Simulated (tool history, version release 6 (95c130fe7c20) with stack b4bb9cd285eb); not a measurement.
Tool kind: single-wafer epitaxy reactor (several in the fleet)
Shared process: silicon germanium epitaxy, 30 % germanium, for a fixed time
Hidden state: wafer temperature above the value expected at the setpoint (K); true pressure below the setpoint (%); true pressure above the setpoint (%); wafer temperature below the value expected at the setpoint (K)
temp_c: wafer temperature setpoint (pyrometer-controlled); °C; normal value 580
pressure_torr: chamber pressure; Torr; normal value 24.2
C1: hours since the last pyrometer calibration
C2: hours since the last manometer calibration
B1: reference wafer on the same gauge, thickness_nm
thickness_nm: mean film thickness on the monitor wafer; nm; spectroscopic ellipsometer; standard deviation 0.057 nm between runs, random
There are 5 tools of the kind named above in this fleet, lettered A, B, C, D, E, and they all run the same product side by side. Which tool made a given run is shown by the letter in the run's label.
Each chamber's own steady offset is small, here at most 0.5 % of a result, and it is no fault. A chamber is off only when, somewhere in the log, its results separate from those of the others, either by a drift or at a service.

{"run": "1A", "hour": 9.9, "temp_c": 580, "pressure_torr": 24.2, "C1": 1355.9, "C2": 1560.1, "B1": 39.8, "thickness_nm": 44.021}
{"run": "2E", "hour": 20.0, "temp_c": 580, "pressure_torr": 24.2, "C1": 185.8, "C2": 2406.4, "B1": 39.789, "thickness_nm": 43.636}
{"run": "3B", "hour": 24.8, "temp_c": 580, "pressure_torr": 24.2, "C1": 669.7, "C2": 1115.4, "B1": 39.779, "thickness_nm": 43.589}
{"run": "4C", "hour": 35.5, "temp_c": 580, "pressure_torr": 24.2, "C1": 1760.6, "C2": 172.6, "B1": 39.777, "thickness_nm": 43.873}
{"run": "5D", "hour": 45.4, "temp_c": 580, "pressure_torr": 24.2, "C1": 215.6, "C2": 837.8, "B1": 39.754, "thickness_nm": 43.629}
{"run": "6C", "hour": 55.9, "temp_c": 580, "pressure_torr": 24.2, "C1": 1781, "C2": 193, "B1": 39.774, "thickness_nm": 43.673}
{"run": "7A", "hour": 65.1, "temp_c": 580, "pressure_torr": 24.2, "C1": 1411.1, "C2": 1615.3, "B1": 39.757, "thickness_nm": 43.891}
{"run": "8D", "hour": 73.8, "temp_c": 580, "pressure_torr": 24.2, "C1": 244, "C2": 866.2, "B1": 39.742, "thickness_nm": 43.548}
{"run": "9E", "hour": 80.4, "temp_c": 580, "pressure_torr": 24.2, "C1": 246.2, "C2": 2466.8, "B1": 39.754, "thickness_nm": 43.603}
{"run": "10B", "hour": 88.2, "temp_c": 572, "pressure_torr": 28.5, "C1": 733.1, "C2": 1178.8, "B1": 39.745, "thickness_nm": 39.81}
{"run": "11D", "hour": 93.0, "temp_c": 572, "pressure_torr": 28.5, "C1": 263.2, "C2": 885.4, "B1": 39.737, "thickness_nm": 39.831}
{"run": "12E", "hour": 102.5, "temp_c": 572, "pressure_torr": 28.5, "C1": 268.3, "C2": 2488.9, "B1": 39.74, "thickness_nm": 39.746}
{"run": "13B", "hour": 112.1, "temp_c": 572, "pressure_torr": 28.5, "C1": 757, "C2": 1202.7, "B1": 39.727, "thickness_nm": 39.81}
{"run": "14C", "hour": 120.9, "temp_c": 572, "pressure_torr": 28.5, "C1": 1846, "C2": 258, "B1": 39.71, "thickness_nm": 40.004}
{"run": "15A", "hour": 129.5, "temp_c": 580, "pressure_torr": 24.2, "C1": 1475.5, "C2": 1679.7, "B1": 39.71, "thickness_nm": 43.862}
{"run": "16C", "hour": 138.6, "temp_c": 580, "pressure_torr": 24.2, "C1": 1863.7, "C2": 275.7, "B1": 39.697, "thickness_nm": 43.627}
{"run": "17B", "hour": 145.4, "temp_c": 586, "pressure_torr": 24.2, "C1": 790.3, "C2": 1236, "B1": 39.704, "thickness_nm": 48.918}
{"hour": 146.1, "done": "chamber A: capacitance manometer re-zeroed and calibrated"}
{"run": "18A", "hour": 152.5, "temp_c": 586, "pressure_torr": 24.2, "C1": 1498.5, "C2": 6.4, "B1": 39.693, "thickness_nm": 49.267}
{"run": "19D", "hour": 158.1, "temp_c": 586, "pressure_torr": 24.2, "C1": 328.3, "C2": 950.5, "B1": 39.7, "thickness_nm": 48.94}
{"run": "20E", "hour": 164.4, "temp_c": 586, "pressure_torr": 24.2, "C1": 330.2, "C2": 2550.8, "B1": 39.689, "thickness_nm": 48.997}
{"run": "21A", "hour": 169.5, "temp_c": 586, "pressure_torr": 24.2, "C1": 1515.5, "C2": 23.4, "B1": 39.668, "thickness_nm": 49.165}
{"run": "22E", "hour": 177.0, "temp_c": 580, "pressure_torr": 24.2, "C1": 342.8, "C2": 2563.4, "B1": 39.688, "thickness_nm": 43.536}
{"run": "23B", "hour": 185.0, "temp_c": 587, "pressure_torr": 27.2, "C1": 829.9, "C2": 1275.6, "B1": 39.677, "thickness_nm": 52.3}
{"run": "24C", "hour": 193.5, "temp_c": 587, "pressure_torr": 27.2, "C1": 1918.6, "C2": 330.6, "B1": 39.665, "thickness_nm": 51.964}
{"run": "25D", "hour": 200.4, "temp_c": 587, "pressure_torr": 27.2, "C1": 370.6, "C2": 992.8, "B1": 39.669, "thickness_nm": 52.114}
{"run": "26E", "hour": 209.5, "temp_c": 587, "pressure_torr": 27.2, "C1": 375.3, "C2": 2595.9, "B1": 39.674, "thickness_nm": 52.119}
{"run": "27B", "hour": 219.7, "temp_c": 587, "pressure_torr": 27.2, "C1": 864.6, "C2": 1310.3, "B1": 39.66, "thickness_nm": 52.274}
{"run": "28A", "hour": 225.6, "temp_c": 580, "pressure_torr": 24.2, "C1": 1571.6, "C2": 79.5, "B1": 39.626, "thickness_nm": 43.826}
{"run": "29C", "hour": 234.8, "temp_c": 580, "pressure_torr": 24.2, "C1": 1959.9, "C2": 371.9, "B1": 39.647, "thickness_nm": 43.585}
{"run": "30D", "hour": 239.9, "temp_c": 580, "pressure_torr": 24.2, "C1": 410.1, "C2": 1032.3, "B1": 39.645, "thickness_nm": 43.429}
{"run": "31E", "hour": 246.1, "temp_c": 580, "pressure_torr": 24.2, "C1": 411.9, "C2": 2632.5, "B1": 39.632, "thickness_nm": 43.431}
{"run": "32B", "hour": 252.5, "temp_c": 580, "pressure_torr": 24.2, "C1": 897.4, "C2": 1343.1, "B1": 39.631, "thickness_nm": 43.543}
{"run": "33A", "hour": 260.4, "temp_c": 580, "pressure_torr": 24.2, "C1": 1606.4, "C2": 114.3, "B1": 39.631, "thickness_nm": 43.752}
{"run": "34C", "hour": 271.2, "temp_c": 580, "pressure_torr": 24.2, "C1": 1996.3, "C2": 408.3, "B1": 39.618, "thickness_nm": 43.574}
{"run": "35D", "hour": 276.3, "temp_c": 568, "pressure_torr": 28, "C1": 446.5, "C2": 1068.7, "B1": 39.612, "thickness_nm": 36.568}
{"run": "36C", "hour": 284.5, "temp_c": 568, "pressure_torr": 28, "C1": 2009.6, "C2": 421.6, "B1": 39.602, "thickness_nm": 36.693}
{"run": "37E", "hour": 293.1, "temp_c": 568, "pressure_torr": 28, "C1": 458.9, "C2": 2679.5, "B1": 39.603, "thickness_nm": 36.407}
{"run": "38A", "hour": 298.7, "temp_c": 568, "pressure_torr": 28, "C1": 1644.7, "C2": 152.6, "B1": 39.595, "thickness_nm": 36.663}
{"run": "39B", "hour": 306.0, "temp_c": 568, "pressure_torr": 28, "C1": 950.9, "C2": 1396.6, "B1": 39.593, "thickness_nm": 36.376}

Read the log: is a single chamber off, either drifting away or since a service, is the gauge that measures every chamber drifting, or is nothing wrong beyond small per-chamber offsets? Name any odd chamber and what most likely caused it.

No chamber is off; the gauge reading every chamber's wafers drifts, which makes the whole fleet appear to move together.
Most likely cause: gauge reads low (%) = 0.536.
